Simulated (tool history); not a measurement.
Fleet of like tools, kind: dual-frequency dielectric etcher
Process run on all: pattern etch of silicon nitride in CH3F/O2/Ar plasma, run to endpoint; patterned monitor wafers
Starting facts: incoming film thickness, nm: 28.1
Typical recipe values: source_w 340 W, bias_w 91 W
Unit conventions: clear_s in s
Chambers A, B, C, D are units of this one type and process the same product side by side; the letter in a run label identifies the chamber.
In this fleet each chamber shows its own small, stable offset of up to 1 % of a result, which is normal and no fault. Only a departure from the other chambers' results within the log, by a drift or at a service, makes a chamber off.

| run | hour | source_w | bias_w | clear_s |
|---|---|---|---|---|
| 1B | 11.9 | 340 | 91 | 39.902 |
| 2C | 27.5 | 340 | 91 | 39.307 |
| 3D | 42.2 | 340 | 91 | 39.415 |
| 4A | 52.8 | 340 | 91 | 39.754 |
| 5D | 63.4 | 340 | 91 | 39.518 |
| 6B | 78.0 | 340 | 91 | 39.595 |
| 7A | 91.4 | 340 | 74 | 42.391 |
| 8C | 102.4 | 340 | 74 | 42.536 |
| 9C | 114.3 | 340 | 74 | 42.140 |
| 10A | 122.7 | 340 | 74 | 42.838 |
| 11B | 137.4 | 340 | 91 | 39.912 |
| 12D | 153.2 | 340 | 91 | 39.532 |
| 13D | 167.2 | 340 | 91 | 39.548 |
| 14B | 178.2 | 340 | 91 | 39.818 |
|  | 182.9 | chamber B: wet clean of the chamber |
| 15A | 194.5 | 340 | 91 | 39.418 |
| 16C | 206.3 | 340 | 91 | 39.211 |
| 17C | 216.9 | 340 | 79 | 40.743 |
| 18B | 227.4 | 340 | 79 | 41.614 |
| 19D | 241.6 | 340 | 79 | 41.489 |
| 20A | 250.9 | 340 | 79 | 41.625 |
| 21B | 263.1 | 340 | 91 | 39.879 |
| 22A | 276.5 | 340 | 91 | 39.630 |
| 23D | 292.4 | 340 | 91 | 39.667 |
| 24C | 303.4 | 340 | 91 | 38.454 |
| 25A | 311.3 | 340 | 91 | 39.693 |
| 26C | 324.1 | 340 | 81 | 40.003 |
| 27D | 335.1 | 340 | 81 | 40.980 |
| 28B | 345.2 | 340 | 81 | 41.439 |
| 29D | 355.9 | 340 | 81 | 40.986 |
| 30A | 367.3 | 340 | 91 | 39.797 |
| 31C | 383.5 | 340 | 91 | 38.288 |
| 32B | 396.2 | 340 | 91 | 39.661 |
| 33D | 406.9 | 340 | 91 | 39.401 |
| 34C | 415.2 | 340 | 91 | 37.943 |
| 35A | 424.7 | 340 | 91 | 39.699 |
| 36B | 435.5 | 340 | 91 | 39.785 |

The same settings go to every chamber for the next run, one line per chamber below. Forecast the results for each:
| 37A | 447.4 | 340 | 91 | ? |
| 37B | 447.4 | 340 | 91 | ? |
| 37C | 447.4 | 340 | 91 | ? |
| 37D | 447.4 | 340 | 91 | ? |

| run | clear_s |
|---|---|
| 37A | 39.724 |
| 37B | 39.718 |
| 37C | 37.924 |
| 37D | 39.337 |

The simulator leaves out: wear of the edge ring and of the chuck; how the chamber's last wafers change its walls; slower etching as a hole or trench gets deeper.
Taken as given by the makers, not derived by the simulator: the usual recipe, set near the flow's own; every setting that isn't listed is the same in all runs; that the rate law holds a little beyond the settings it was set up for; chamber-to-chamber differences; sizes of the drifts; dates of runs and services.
